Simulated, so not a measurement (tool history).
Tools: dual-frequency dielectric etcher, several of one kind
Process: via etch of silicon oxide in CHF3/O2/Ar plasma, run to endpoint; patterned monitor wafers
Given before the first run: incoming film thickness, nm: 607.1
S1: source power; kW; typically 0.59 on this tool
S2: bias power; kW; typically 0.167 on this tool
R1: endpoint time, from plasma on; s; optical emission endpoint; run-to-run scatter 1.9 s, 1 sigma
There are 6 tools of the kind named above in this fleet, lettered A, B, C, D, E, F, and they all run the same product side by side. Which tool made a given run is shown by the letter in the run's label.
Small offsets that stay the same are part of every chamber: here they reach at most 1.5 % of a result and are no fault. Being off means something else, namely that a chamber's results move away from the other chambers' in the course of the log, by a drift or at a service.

| run | day | S1 | S2 | R1 |
|---|---|---|---|---|
| 1A | 0.233 | 0.59 | 0.167 | 318.82 |
| 2B | 0.421 | 0.59 | 0.167 | 312.31 |
| 3D | 0.692 | 0.59 | 0.167 | 312.2 |
| 4F | 1.1 | 0.59 | 0.167 | 320.73 |
| 5C | 1.462 | 0.59 | 0.167 | 317.47 |
| 6E | 1.75 | 0.59 | 0.167 | 319.44 |
| 7F | 2.046 | 0.59 | 0.167 | 319.69 |
| 8D | 2.408 | 0.59 | 0.167 | 314.71 |
| 9E | 2.812 | 0.59 | 0.167 | 313.53 |
| 10C | 3.175 | 0.59 | 0.167 | 318.68 |
| 11A | 3.392 | 0.59 | 0.167 | 315.79 |
| 12B | 3.771 | 0.59 | 0.167 | 318.39 |
| 13F | 4.2 | 0.59 | 0.167 | 317.52 |
| 14E | 4.579 | 0.59 | 0.167 | 314.96 |
| 15D | 4.867 | 0.59 | 0.167 | 315.03 |
| 16C | 5.179 | 0.59 | 0.167 | 315.79 |
| 17B | 5.5 | 0.59 | 0.167 | 319.05 |
|  | 5.725 | chamber C: wet clean of the chamber |
| 18A | 5.908 | 0.59 | 0.135 | 338.08 |
| 19A | 6.233 | 0.59 | 0.135 | 338.13 |
| 20D | 6.592 | 0.59 | 0.135 | 336.15 |
| 21E | 6.912 | 0.59 | 0.135 | 337.57 |
|  | 7.071 | chamber D: bias power generator calibrated |
|  | 7.262 | chamber B: wet clean of the chamber |
| 22B | 7.267 | 0.59 | 0.135 | 349.63 |
| 23C | 7.592 | 0.59 | 0.135 | 340.44 |
| 24F | 7.975 | 0.59 | 0.167 | 318.54 |
| 25D | 8.325 | 0.59 | 0.167 | 311.63 |
| 26A | 8.512 | 0.59 | 0.167 | 317.27 |
| 27C | 8.817 | 0.59 | 0.167 | 319.22 |
| 28F | 9.058 | 0.59 | 0.167 | 320.49 |
| 29E | 9.254 | 0.59 | 0.167 | 315.97 |
| 30B | 9.646 | 0.59 | 0.129 | 356.3 |
| 31F | 9.975 | 0.59 | 0.129 | 345.04 |
| 32D | 10.229 | 0.59 | 0.129 | 339.73 |
| 33A | 10.629 | 0.59 | 0.129 | 343.99 |
| 34C | 10.888 | 0.59 | 0.129 | 344.84 |
| 35E | 11.096 | 0.59 | 0.129 | 342.41 |
|  | 11.104 | chamber F: wet clean of the chamber |
| 36B | 11.296 | 0.59 | 0.194 | 315.13 |
| 37F | 11.721 | 0.59 | 0.194 | 302.51 |
| 38A | 12.067 | 0.59 | 0.194 | 304.94 |
| 39B | 12.258 | 0.59 | 0.194 | 313.22 |
| 40D | 12.533 | 0.59 | 0.194 | 298.8 |

The same settings go to every chamber for the next run, one line per chamber below. Forecast the results for each:
| 41A | 12.838 | 0.59 | 0.137 | ? |
| 41B | 12.838 | 0.59 | 0.137 | ? |
| 41C | 12.838 | 0.59 | 0.137 | ? |
| 41D | 12.838 | 0.59 | 0.137 | ? |
| 41E | 12.838 | 0.59 | 0.137 | ? |
| 41F | 12.838 | 0.59 | 0.137 | ? |

| run | R1 |
|---|---|
| 41A | 337.42 |
| 41B | 347.51 |
| 41C | 338.44 |
| 41D | 333.5 |
| 41E | 336.82 |
| 41F | 339.2 |

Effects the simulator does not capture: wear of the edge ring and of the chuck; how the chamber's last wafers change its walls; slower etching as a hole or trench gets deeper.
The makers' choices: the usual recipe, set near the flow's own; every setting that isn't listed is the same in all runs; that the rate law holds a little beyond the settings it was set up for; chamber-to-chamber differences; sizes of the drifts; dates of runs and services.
